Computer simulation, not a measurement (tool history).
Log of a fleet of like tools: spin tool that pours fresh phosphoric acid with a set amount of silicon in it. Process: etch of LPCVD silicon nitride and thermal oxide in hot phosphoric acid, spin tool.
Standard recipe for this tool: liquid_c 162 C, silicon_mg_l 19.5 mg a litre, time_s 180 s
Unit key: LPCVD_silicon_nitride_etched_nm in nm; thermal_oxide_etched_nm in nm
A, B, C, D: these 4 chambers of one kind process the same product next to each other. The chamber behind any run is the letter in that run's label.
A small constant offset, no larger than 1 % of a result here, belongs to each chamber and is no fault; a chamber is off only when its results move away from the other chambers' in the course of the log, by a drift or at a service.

| run | day | liquid_c | silicon_mg_l | time_s | hours since the thermometer was replaced | hours since the dissolved silicon flow meter was replaced | hours since the heated supply line was repaired | read-back film thickness of the LPCVD silicon nitride reference wafer, read on the same gauge (nm) | read-back film thickness of the thermal oxide reference wafer, read on the same gauge (nm) | LPCVD_silicon_nitride_etched_nm | thermal_oxide_etched_nm |
|---|---|---|---|---|---|---|---|---|---|---|---|
| 1B | 0.425 | 162 | 19.5 | 180 | 106.1 | 130.4 | 138.8 | 109.99 | 60.01 | 18.144 | 0.31456 |
| 2D | 0.838 | 162 | 19.5 | 180 | 1019.2 | 2306.8 | 310.9 | 109.98 | 59.998 | 18.2 | 0.29626 |
| 3A | 1.167 | 162 | 19.5 | 180 | 399.9 | 91.4 | 253.5 | 110 | 59.992 | 18.35 | 0.37133 |
| 4C | 1.588 | 162 | 19.5 | 180 | 524.6 | 928.2 | 196.8 | 110.02 | 59.996 | 18.419 | 0.32811 |
| 5C | 1.904 | 162 | 19.5 | 180 | 532.2 | 935.8 | 204.4 | 110 | 59.988 | 18.466 | 0.35523 |
| 6D | 2.208 | 160 | 19.5 | 235 | 1052.1 | 2339.7 | 343.8 | 110.02 | 59.98 | 22.162 | 0.41594 |
| 7A | 2.667 | 160 | 19.5 | 235 | 435.9 | 127.4 | 289.5 | 109.99 | 59.989 | 22.156 | 0.403 |
| 8B | 3.004 | 160 | 19.5 | 235 | 168 | 192.3 | 200.7 | 110.02 | 59.99 | 22.184 | 0.32206 |
| 9B | 3.325 | 160 | 19.5 | 235 | 175.7 | 200 | 208.4 | 110.01 | 59.994 | 22.323 | 0.429 |
| 10A | 3.533 | 162 | 19.5 | 180 | 456.7 | 148.2 | 310.3 | 110 | 59.998 | 18.391 | 0.33744 |
| 11D | 3.829 | 162 | 19.5 | 180 | 1091 | 2378.6 | 382.7 | 109.99 | 59.983 | 18.271 | 0.32502 |
| 12C | 4.183 | 162 | 19.5 | 180 | 586.9 | 990.5 | 259.1 | 110.02 | 60.011 | 18.318 | 0.39004 |
| 13D | 4.433 | 162 | 19.5 | 180 | 1105.5 | 2393.1 | 397.2 | 110.02 | 59.99 | 18.335 | 0.44868 |
| 14B | 4.808 | 162 | 19.5 | 180 | 211.3 | 235.6 | 244 | 110 | 60.006 | 18.167 | 0.32363 |
| 15A | 5.121 | 162 | 19.5 | 180 | 494.8 | 186.3 | 348.4 | 110.03 | 60 | 18.277 | 0.38082 |
| 16C | 5.429 | 162 | 19.5 | 180 | 616.8 | 1020.4 | 289 | 109.99 | 60.002 | 18.276 | 0.38614 |
|  | 5.65 | chamber D: dissolved silicon flow meter replaced |
| 17B | 5.671 | 162 | 19.5 | 180 | 232 | 256.3 | 264.7 | 110 | 60.033 | 18.244 | 0.34966 |
| 18D | 6.05 | 162 | 19.5 | 180 | 1144.3 | 9.7 | 436 | 110 | 59.984 | 18.05 | 0.28967 |
| 19A | 6.388 | 162 | 19.5 | 180 | 525.2 | 216.7 | 378.8 | 109.98 | 59.985 | 18.303 | 0.33392 |
| 20C | 6.654 | 162 | 19.5 | 180 | 646.2 | 1049.8 | 318.4 | 109.99 | 60.017 | 18.282 | 0.34221 |
| 21A | 6.996 | 162 | 7 | 95 | 539.8 | 231.3 | 393.4 | 109.97 | 59.987 | 9.6914 | 0.27637 |
| 22C | 7.412 | 162 | 7 | 95 | 664.4 | 1068 | 336.6 | 110.01 | 60.013 | 9.6974 | 0.30285 |
| 23B | 7.717 | 162 | 7 | 95 | 281.1 | 305.4 | 313.8 | 110.02 | 60.007 | 9.713 | 0.24912 |
| 24D | 7.979 | 162 | 7 | 95 | 1190.6 | 56 | 482.3 | 110.01 | 59.994 | 9.4104 | 0.26612 |
| 25A | 8.338 | 162 | 19.5 | 180 | 572 | 263.5 | 425.6 | 110 | 60.002 | 18.204 | 0.37087 |
| 26C | 8.692 | 162 | 19.5 | 180 | 695.1 | 1098.7 | 367.3 | 110.01 | 59.987 | 18.406 | 0.40646 |
| 27D | 8.925 | 162 | 19.5 | 180 | 1213.3 | 78.7 | 505 | 110.01 | 60.002 | 17.723 | 0.39446 |
| 28B | 9.229 | 162 | 19.5 | 180 | 317.4 | 341.7 | 350.1 | 110 | 59.994 | 18.226 | 0.37657 |
| 29C | 9.558 | 162 | 19.5 | 180 | 715.9 | 1119.5 | 388.1 | 110.02 | 59.981 | 18.421 | 0.39776 |
| 30B | 10 | 162 | 19.5 | 180 | 335.9 | 360.2 | 368.6 | 109.99 | 60.002 | 18.305 | 0.38951 |
| 31D | 10.362 | 162 | 6.5 | 180 | 1247.8 | 113.2 | 539.5 | 109.99 | 59.973 | 17.511 | 0.41395 |
| 32A | 10.583 | 162 | 6.5 | 180 | 625.9 | 317.4 | 479.5 | 109.98 | 59.995 | 18.357 | 0.48877 |
| 33B | 10.979 | 162 | 6.5 | 180 | 359.4 | 383.7 | 392.1 | 109.97 | 60.002 | 18.115 | 0.44211 |
| 34D | 11.329 | 162 | 6.5 | 180 | 1271 | 136.4 | 562.7 | 109.97 | 60.003 | 17.556 | 0.4836 |
| 35C | 11.65 | 162 | 19.5 | 180 | 766.1 | 1169.7 | 438.3 | 109.99 | 60.014 | 18.317 | 0.41029 |
| 36A | 12.05 | 162 | 19.5 | 180 | 661.1 | 352.6 | 514.7 | 109.99 | 60.01 | 18.41 | 0.34856 |
| 37B | 12.467 | 162 | 8.5 | 220 | 395.1 | 419.4 | 427.8 | 109.99 | 59.991 | 22.234 | 0.4762 |

Does one chamber stand apart from the rest, does the shared gauge drift, or is all well apart from small per-chamber offsets? Give the chamber and the most likely cause, where there is one.

Little by little, chamber D moves away from the other chambers.
What lies behind it: temperature lost on the way to the wafer (K) = 1.43.
Not necessarily distinguishable in this log from: liquid colder than its thermometer reads (K).

Which of the 4 candidates below, each the usual settings with something changed and its results left as question marks, puts chamber D back in line with what the other chambers give on the usual settings?
A result is in line if it is within this distance of the other chambers' mean on the usual settings: LPCVD_silicon_nitride_etched_nm 0.3 nm; thermal_oxide_etched_nm 0.14 nm
| 38D-1 | 12.8 | 162 | 19 | 185 |  |  |  |  |  | ? | ? |
| 38D-2 | 12.8 | 162 | 18 | 190 |  |  |  |  |  | ? | ? |
| 38D-3 | 12.8 | 162 | 21 | 170 |  |  |  |  |  | ? | ? |
| 38D-4 | 12.8 | 162 | 20 | 175 |  |  |  |  |  | ? | ? |

On the usual settings, the other chambers give on average: LPCVD_silicon_nitride_etched_nm 18.296 nm; thermal_oxide_etched_nm 0.36205 nm
| run | LPCVD_silicon_nitride_etched_nm | thermal_oxide_etched_nm |
|---|---|---|
| 38D-1 | 17.807 | 0.36181 |
| 38D-2 | 18.288 | 0.38191 |
| 38D-3 | 16.363 | 0.31401 |
| 38D-4 | 16.844 | 0.33275 |
38D-2 is the one that brings the chamber's results back in line with the other chambers.

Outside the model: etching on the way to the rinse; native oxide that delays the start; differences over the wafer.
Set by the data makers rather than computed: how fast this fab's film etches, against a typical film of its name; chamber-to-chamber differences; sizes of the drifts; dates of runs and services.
